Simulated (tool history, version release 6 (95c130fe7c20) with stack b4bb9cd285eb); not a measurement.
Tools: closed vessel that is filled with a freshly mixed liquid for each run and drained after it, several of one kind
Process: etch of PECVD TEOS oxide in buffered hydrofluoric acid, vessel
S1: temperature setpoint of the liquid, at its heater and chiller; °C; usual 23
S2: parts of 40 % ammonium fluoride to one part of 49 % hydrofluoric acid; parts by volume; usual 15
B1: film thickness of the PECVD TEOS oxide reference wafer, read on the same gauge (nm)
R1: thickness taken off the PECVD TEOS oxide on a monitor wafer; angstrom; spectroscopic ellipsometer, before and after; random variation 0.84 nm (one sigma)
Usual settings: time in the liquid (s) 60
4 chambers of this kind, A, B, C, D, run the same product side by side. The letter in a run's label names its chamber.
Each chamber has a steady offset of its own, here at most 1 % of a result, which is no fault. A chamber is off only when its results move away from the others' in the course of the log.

{"run": "1B", "hour": 8.0, "S1": 23, "S2": 15, "time in the liquid (s)": 60, "B1": 100.03, "R1": 1288.2}
{"run": "2D", "hour": 21.3, "S1": 23, "S2": 15, "time in the liquid (s)": 60, "B1": 100.01, "R1": 1281.2}
{"run": "3A", "hour": 33.7, "S1": 23, "S2": 15, "time in the liquid (s)": 60, "B1": 99.998, "R1": 1291.8}
{"run": "4C", "hour": 43.8, "S1": 23, "S2": 15, "time in the liquid (s)": 60, "B1": 100.02, "R1": 1308.5}
{"run": "5D", "hour": 58.3, "S1": 23, "S2": 15, "time in the liquid (s)": 60, "B1": 99.985, "R1": 1281.4}
{"run": "6B", "hour": 69.4, "S1": 27.5, "S2": 15, "time in the liquid (s)": 60, "B1": 100, "R1": 1637.5}
{"run": "7C", "hour": 82.6, "S1": 27.5, "S2": 15, "time in the liquid (s)": 60, "B1": 100.05, "R1": 1642.1}
{"run": "8A", "hour": 94.6, "S1": 27.5, "S2": 15, "time in the liquid (s)": 60, "B1": 100.02, "R1": 1655.4}
{"run": "9C", "hour": 108.9, "S1": 27.5, "S2": 15, "time in the liquid (s)": 60, "B1": 100.01, "R1": 1653.9}
{"run": "10B", "hour": 125.0, "S1": 23, "S2": 15, "time in the liquid (s)": 60, "B1": 99.976, "R1": 1284.5}
{"run": "11A", "hour": 134.0, "S1": 23, "S2": 15, "time in the liquid (s)": 60, "B1": 100.01, "R1": 1300.1}
{"run": "12D", "hour": 145.3, "S1": 23, "S2": 15, "time in the liquid (s)": 50, "B1": 99.996, "R1": 1058.1}
{"run": "13A", "hour": 161.7, "S1": 23, "S2": 15, "time in the liquid (s)": 50, "B1": 99.981, "R1": 1087.7}
{"run": "14B", "hour": 170.6, "S1": 23, "S2": 15, "time in the liquid (s)": 50, "B1": 99.976, "R1": 1082.9}
{"run": "15D", "hour": 181.4, "S1": 23, "S2": 15, "time in the liquid (s)": 50, "B1": 99.961, "R1": 1068.3}
{"run": "16C", "hour": 195.8, "S1": 23, "S2": 15, "time in the liquid (s)": 60, "B1": 100.01, "R1": 1298.1}
{"run": "17C", "hour": 211.9, "S1": 23, "S2": 15, "time in the liquid (s)": 60, "B1": 99.985, "R1": 1288.1}
{"run": "18D", "hour": 226.5, "S1": 23, "S2": 15, "time in the liquid (s)": 60, "B1": 99.969, "R1": 1275.1}
{"run": "19A", "hour": 241.6, "S1": 23, "S2": 15, "time in the liquid (s)": 60, "B1": 100.03, "R1": 1338.5}
{"run": "20B", "hour": 249.5, "S1": 18.5, "S2": 18.5, "time in the liquid (s)": 60, "B1": 100.01, "R1": 819.08}
{"run": "21B", "hour": 262.8, "S1": 18.5, "S2": 18.5, "time in the liquid (s)": 60, "B1": 99.978, "R1": 815.54}
{"run": "22C", "hour": 278.2, "S1": 18.5, "S2": 18.5, "time in the liquid (s)": 60, "B1": 99.984, "R1": 826.67}
{"hour": 280.1, "done": "chamber C: hydrofluoric acid flow meter replaced"}
{"run": "23D", "hour": 288.5, "S1": 18.5, "S2": 18.5, "time in the liquid (s)": 60, "B1": 100.05, "R1": 806.93}
{"run": "24A", "hour": 300.1, "S1": 23, "S2": 15, "time in the liquid (s)": 60, "B1": 100.04, "R1": 1358.8}
{"run": "25D", "hour": 308.8, "S1": 23, "S2": 15, "time in the liquid (s)": 60, "B1": 99.972, "R1": 1262.7}
{"run": "26B", "hour": 319.7, "S1": 23, "S2": 15, "time in the liquid (s)": 60, "B1": 100.04, "R1": 1303.6}
{"run": "27A", "hour": 327.1, "S1": 23, "S2": 15, "time in the liquid (s)": 60, "B1": 100.02, "R1": 1354.7}
{"run": "28C", "hour": 337.6, "S1": 23, "S2": 17, "time in the liquid (s)": 75, "B1": 100.04, "R1": 1446.1}
{"run": "29B", "hour": 349.6, "S1": 23, "S2": 17, "time in the liquid (s)": 75, "B1": 99.956, "R1": 1421}
{"run": "30C", "hour": 360.3, "S1": 23, "S2": 17, "time in the liquid (s)": 75, "B1": 100, "R1": 1446.9}
{"hour": 368.3, "done": "chamber D: hydrofluoric acid flow meter replaced"}
{"run": "31D", "hour": 373.4, "S1": 23, "S2": 17, "time in the liquid (s)": 75, "B1": 99.949, "R1": 1413.5}
{"run": "32A", "hour": 388.3, "S1": 23, "S2": 15, "time in the liquid (s)": 60, "B1": 99.989, "R1": 1365.2}
{"run": "33D", "hour": 396.5, "S1": 23, "S2": 15, "time in the liquid (s)": 60, "B1": 100.01, "R1": 1290.9}
{"run": "34B", "hour": 404.7, "S1": 23, "S2": 15, "time in the liquid (s)": 60, "B1": 100.02, "R1": 1297.8}
{"run": "35A", "hour": 420.5, "S1": 23, "S2": 15, "time in the liquid (s)": 60, "B1": 99.964, "R1": 1380.1}
{"run": "36C", "hour": 432.6, "S1": 23, "S2": 15, "time in the liquid (s)": 60, "B1": 100, "R1": 1293.4}
{"run": "37D", "hour": 441.4, "S1": 23, "S2": 15, "time in the liquid (s)": 60, "B1": 100.04, "R1": 1283.5}
{"run": "38A", "hour": 455.3, "S1": 23, "S2": 15, "time in the liquid (s)": 60, "B1": 99.947, "R1": 1399.6}
{"run": "39C", "hour": 470.1, "S1": 27.5, "S2": 10.5, "time in the liquid (s)": 60, "B1": 100, "R1": 2311.7}
{"run": "40B", "hour": 481.7, "S1": 27.5, "S2": 10.5, "time in the liquid (s)": 60, "B1": 99.979, "R1": 2347.3}
{"run": "41C", "hour": 495.6, "S1": 27.5, "S2": 10.5, "time in the liquid (s)": 60, "B1": 100.02, "R1": 2300.1}

What goes on in this fleet: one chamber off, a drifting gauge, or nothing beyond the chambers' own small offsets? Name the chamber and the cause, if any.

Chamber A drifts away from the others.
Cause: liquid hotter than its thermometer reads (K) = 1.63.
The log may not tell that from: hydrofluoric acid flow above the setpoint (%).

Here are 4 candidates for chamber A's next run, each the usual settings with a change, their results left as question marks. Which one brings its results back in line with what the others give on the usual settings?
In line means no further than this from the other chambers' mean on the usual settings: R1 29 angstrom
{"run": "42A-1", "hour": 507.4, "S1": 22.5, "S2": 15, "time in the liquid (s)": 60, "R1": "?"}
{"run": "42A-2", "hour": 507.4, "S1": 23.5, "S2": 15, "time in the liquid (s)": 60, "R1": "?"}
{"run": "42A-3", "hour": 507.4, "S1": 21.5, "S2": 15, "time in the liquid (s)": 60, "R1": "?"}
{"run": "42A-4", "hour": 507.4, "S1": 23, "S2": 15, "time in the liquid (s)": 65, "R1": "?"}

The other chambers' mean on the usual settings: R1 1291 angstrom
run=42A-1 R1=1364.3
run=42A-2 R1=1439.7
run=42A-3 R1=1291.6
run=42A-4 R1=1518.8
42A-3 brings the chamber back in line.
